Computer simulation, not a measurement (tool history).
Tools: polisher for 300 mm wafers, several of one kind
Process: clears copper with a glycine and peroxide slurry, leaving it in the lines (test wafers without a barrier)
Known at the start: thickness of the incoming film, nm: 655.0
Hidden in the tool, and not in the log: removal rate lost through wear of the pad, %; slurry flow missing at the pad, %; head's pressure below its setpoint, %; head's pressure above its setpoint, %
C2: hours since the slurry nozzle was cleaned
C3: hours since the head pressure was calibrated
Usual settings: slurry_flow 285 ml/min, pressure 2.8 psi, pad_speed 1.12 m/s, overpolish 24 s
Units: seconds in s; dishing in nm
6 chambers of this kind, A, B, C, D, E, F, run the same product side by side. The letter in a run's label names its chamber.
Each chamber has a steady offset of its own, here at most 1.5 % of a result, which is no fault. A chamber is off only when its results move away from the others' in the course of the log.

-- day=0.192 chamber E: slurry nozzle cleaned
run 1F day=0.208 | slurry_flow=285 pressure=2.8 pad_speed=1.12 overpolish=24 | wafers_polished_on_this_pad=54 C2=356.2 C3=363.0 | seconds=97.369 dishing=94.835
run 2E day=0.371 | slurry_flow=285 pressure=2.8 pad_speed=1.12 overpolish=24 | wafers_polished_on_this_pad=82 C2=4.3 C3=931.9 | seconds=93.933 dishing=94.527
run 3A day=0.638 | slurry_flow=285 pressure=2.8 pad_speed=1.12 overpolish=24 | wafers_polished_on_this_pad=715 C2=260.9 C3=425.7 | seconds=96.832 dishing=92.801
-- day=0.717 chamber B: worn pad replaced by a new one
run 4D day=0.779 | slurry_flow=285 pressure=2.8 pad_speed=1.12 overpolish=24 | wafers_polished_on_this_pad=560 C2=90.6 C3=360.2 | seconds=94.573 dishing=92.420
run 5B day=1.042 | slurry_flow=285 pressure=2.8 pad_speed=1.12 overpolish=24 | wafers_polished_on_this_pad=59 C2=92.2 C3=292.7 | seconds=96.576 dishing=92.856
run 6C day=1.254 | slurry_flow=285 pressure=2.8 pad_speed=1.12 overpolish=24 | wafers_polished_on_this_pad=985 C2=409.1 C3=714.5 | seconds=96.950 dishing=91.006
run 7A day=1.429 | slurry_flow=285 pressure=2.8 pad_speed=1.12 overpolish=24 | wafers_polished_on_this_pad=860 C2=279.9 C3=444.7 | seconds=96.403 dishing=95.655
run 8C day=1.675 | slurry_flow=285 pressure=2.8 pad_speed=1.12 overpolish=24 | wafers_polished_on_this_pad=1062 C2=419.2 C3=724.6 | seconds=95.023 dishing=94.668
run 9E day=1.888 | slurry_flow=285 pressure=2.8 pad_speed=1.12 overpolish=24 | wafers_polished_on_this_pad=359 C2=40.7 C3=968.3 | seconds=94.710 dishing=91.992
run 10F day=2.025 | slurry_flow=285 pressure=2.8 pad_speed=1.12 overpolish=24 | wafers_polished_on_this_pad=386 C2=399.8 C3=406.6 | seconds=95.853 dishing=95.021
-- day=2.183 chamber D: worn pad replaced by a new one
run 11B day=2.283 | slurry_flow=285 pressure=2.8 pad_speed=1.12 overpolish=24 | wafers_polished_on_this_pad=287 C2=122.0 C3=322.5 | seconds=94.388 dishing=90.045
run 12D day=2.475 | slurry_flow=285 pressure=2.8 pad_speed=1.12 overpolish=24 | wafers_polished_on_this_pad=53 C2=131.3 C3=400.9 | seconds=96.054 dishing=92.072
run 13B day=2.683 | slurry_flow=285 pressure=2.8 pad_speed=1.12 overpolish=24 | wafers_polished_on_this_pad=360 C2=131.6 C3=332.1 | seconds=96.483 dishing=86.988
-- day=2.696 chamber C: worn pad replaced by a new one
run 14F day=2.821 | slurry_flow=285 pressure=2.8 pad_speed=1.12 overpolish=24 | wafers_polished_on_this_pad=532 C2=418.9 C3=425.7 | seconds=98.558 dishing=91.580
run 15E day=2.996 | slurry_flow=285 pressure=2.8 pad_speed=1.12 overpolish=24 | wafers_polished_on_this_pad=562 C2=67.3 C3=994.9 | seconds=94.543 dishing=88.906
-- day=3.196 chamber A: worn pad replaced by a new one
run 16D day=3.200 | slurry_flow=285 pressure=2.8 pad_speed=1.12 overpolish=24 | wafers_polished_on_this_pad=186 C2=148.7 C3=418.3 | seconds=92.380 dishing=91.150
-- day=3.325 chamber B: worn pad replaced by a new one
run 17C day=3.375 | slurry_flow=285 pressure=2.8 pad_speed=1.12 overpolish=24 | wafers_polished_on_this_pad=125 C2=460.0 C3=765.4 | seconds=96.526 dishing=89.682
run 18A day=3.583 | slurry_flow=285 pressure=2.8 pad_speed=1.12 overpolish=24 | wafers_polished_on_this_pad=71 C2=331.6 C3=496.4 | seconds=93.257 dishing=95.262
run 19A day=3.767 | slurry_flow=285 pressure=2.8 pad_speed=1.12 overpolish=24 | wafers_polished_on_this_pad=105 C2=336.0 C3=500.8 | seconds=96.810 dishing=91.864
-- day=3.821 chamber E: worn pad replaced by a new one
run 20B day=3.892 | slurry_flow=285 pressure=2.8 pad_speed=1.12 overpolish=24 | wafers_polished_on_this_pad=104 C2=160.6 C3=361.1 | seconds=94.596 dishing=91.031
run 21C day=4.062 | slurry_flow=285 pressure=2.8 pad_speed=1.12 overpolish=24 | wafers_polished_on_this_pad=251 C2=476.5 C3=781.9 | seconds=97.354 dishing=93.338
run 22F day=4.229 | slurry_flow=285 pressure=2.8 pad_speed=1.12 overpolish=24 | wafers_polished_on_this_pad=790 C2=452.7 C3=459.5 | seconds=93.469 dishing=91.329
-- day=4.321 chamber A: slurry nozzle cleaned
run 23D day=4.425 | slurry_flow=285 pressure=2.8 pad_speed=1.12 overpolish=24 | wafers_polished_on_this_pad=411 C2=178.1 C3=447.7 | seconds=96.061 dishing=89.087
run 24E day=4.650 | slurry_flow=285 pressure=2.8 pad_speed=1.12 overpolish=24 | wafers_polished_on_this_pad=152 C2=107.0 C3=1034.6 | seconds=93.951 dishing=91.750
run 25C day=4.917 | slurry_flow=285 pressure=2.8 pad_speed=1.50 overpolish=24 | wafers_polished_on_this_pad=407 C2=497.0 C3=802.4 | seconds=76.217 dishing=107.130
run 26D day=5.096 | slurry_flow=285 pressure=2.8 pad_speed=1.50 overpolish=24 | wafers_polished_on_this_pad=533 C2=194.2 C3=463.8 | seconds=73.695 dishing=107.980
-- day=5.221 chamber F: worn pad replaced by a new one
run 27A day=5.275 | slurry_flow=285 pressure=2.8 pad_speed=1.50 overpolish=24 | wafers_polished_on_this_pad=381 C2=22.9 C3=537.0 | seconds=73.720 dishing=106.850
run 28B day=5.517 | slurry_flow=285 pressure=2.8 pad_speed=1.50 overpolish=24 | wafers_polished_on_this_pad=401 C2=199.6 C3=400.1 | seconds=72.601 dishing=105.130
run 29E day=5.642 | slurry_flow=285 pressure=2.8 pad_speed=1.50 overpolish=24 | wafers_polished_on_this_pad=333 C2=130.8 C3=1058.4 | seconds=73.778 dishing=105.420
-- day=5.758 chamber C: slurry nozzle cleaned
run 30F day=5.821 | slurry_flow=285 pressure=2.8 pad_speed=1.50 overpolish=24 | wafers_polished_on_this_pad=109 C2=490.9 C3=497.7 | seconds=73.708 dishing=107.610
run 31B day=5.988 | slurry_flow=285 pressure=2.8 pad_speed=1.12 overpolish=24 | wafers_polished_on_this_pad=488 C2=210.9 C3=411.4 | seconds=94.517 dishing=90.753
-- day=6.038 chamber B: worn pad replaced by a new one
-- day=6.071 chamber D: worn pad replaced by a new one
run 32C day=6.125 | slurry_flow=285 pressure=2.8 pad_speed=1.12 overpolish=24 | wafers_polished_on_this_pad=628 C2=8.9 C3=831.4 | seconds=96.829 dishing=92.129
run 33D day=6.271 | slurry_flow=285 pressure=2.8 pad_speed=1.12 overpolish=24 | wafers_polished_on_this_pad=36 C2=222.4 C3=492.0 | seconds=95.650 dishing=89.927
run 34E day=6.417 | slurry_flow=285 pressure=2.8 pad_speed=1.12 overpolish=24 | wafers_polished_on_this_pad=475 C2=149.4 C3=1077.0 | seconds=93.274 dishing=93.149
run 35A day=6.667 | slurry_flow=285 pressure=3.1 pad_speed=1.12 overpolish=37 | wafers_polished_on_this_pad=636 C2=56.3 C3=570.4 | seconds=88.146 dishing=121.000
run 36F day=6.900 | slurry_flow=285 pressure=3.1 pad_speed=1.12 overpolish=37 | wafers_polished_on_this_pad=307 C2=516.8 C3=523.6 | seconds=87.964 dishing=129.870
run 37B day=7.029 | slurry_flow=285 pressure=3.1 pad_speed=1.12 overpolish=37 | wafers_polished_on_this_pad=182 C2=235.9 C3=436.4 | seconds=88.531 dishing=120.580
run 38C day=7.250 | slurry_flow=285 pressure=3.1 pad_speed=1.12 overpolish=37 | wafers_polished_on_this_pad=834 C2=35.9 C3=858.4 | seconds=86.134 dishing=127.140
run 39F day=7.396 | slurry_flow=285 pressure=3.1 pad_speed=1.12 overpolish=37 | wafers_polished_on_this_pad=398 C2=528.7 C3=535.5 | seconds=86.834 dishing=127.810
run 40A day=7.525 | slurry_flow=285 pressure=3.1 pad_speed=1.12 overpolish=37 | wafers_polished_on_this_pad=793 C2=76.9 C3=591.0 | seconds=87.475 dishing=127.180
-- day=7.646 chamber E: worn pad replaced by a new one
run 41E day=7.767 | slurry_flow=285 pressure=2.8 pad_speed=1.12 overpolish=24 | wafers_polished_on_this_pad=22 C2=181.8 C3=1109.4 | seconds=93.644 dishing=91.640
run 42D day=7.958 | slurry_flow=285 pressure=2.8 pad_speed=1.12 overpolish=24 | wafers_polished_on_this_pad=345 C2=262.9 C3=532.5 | seconds=93.569 dishing=91.422

What goes on in this fleet: one chamber off, a drifting gauge, or nothing beyond the chambers' own small offsets? Name the chamber and the cause, if any.

No chamber stands off beyond its own small offset, and the gauge holds steady.
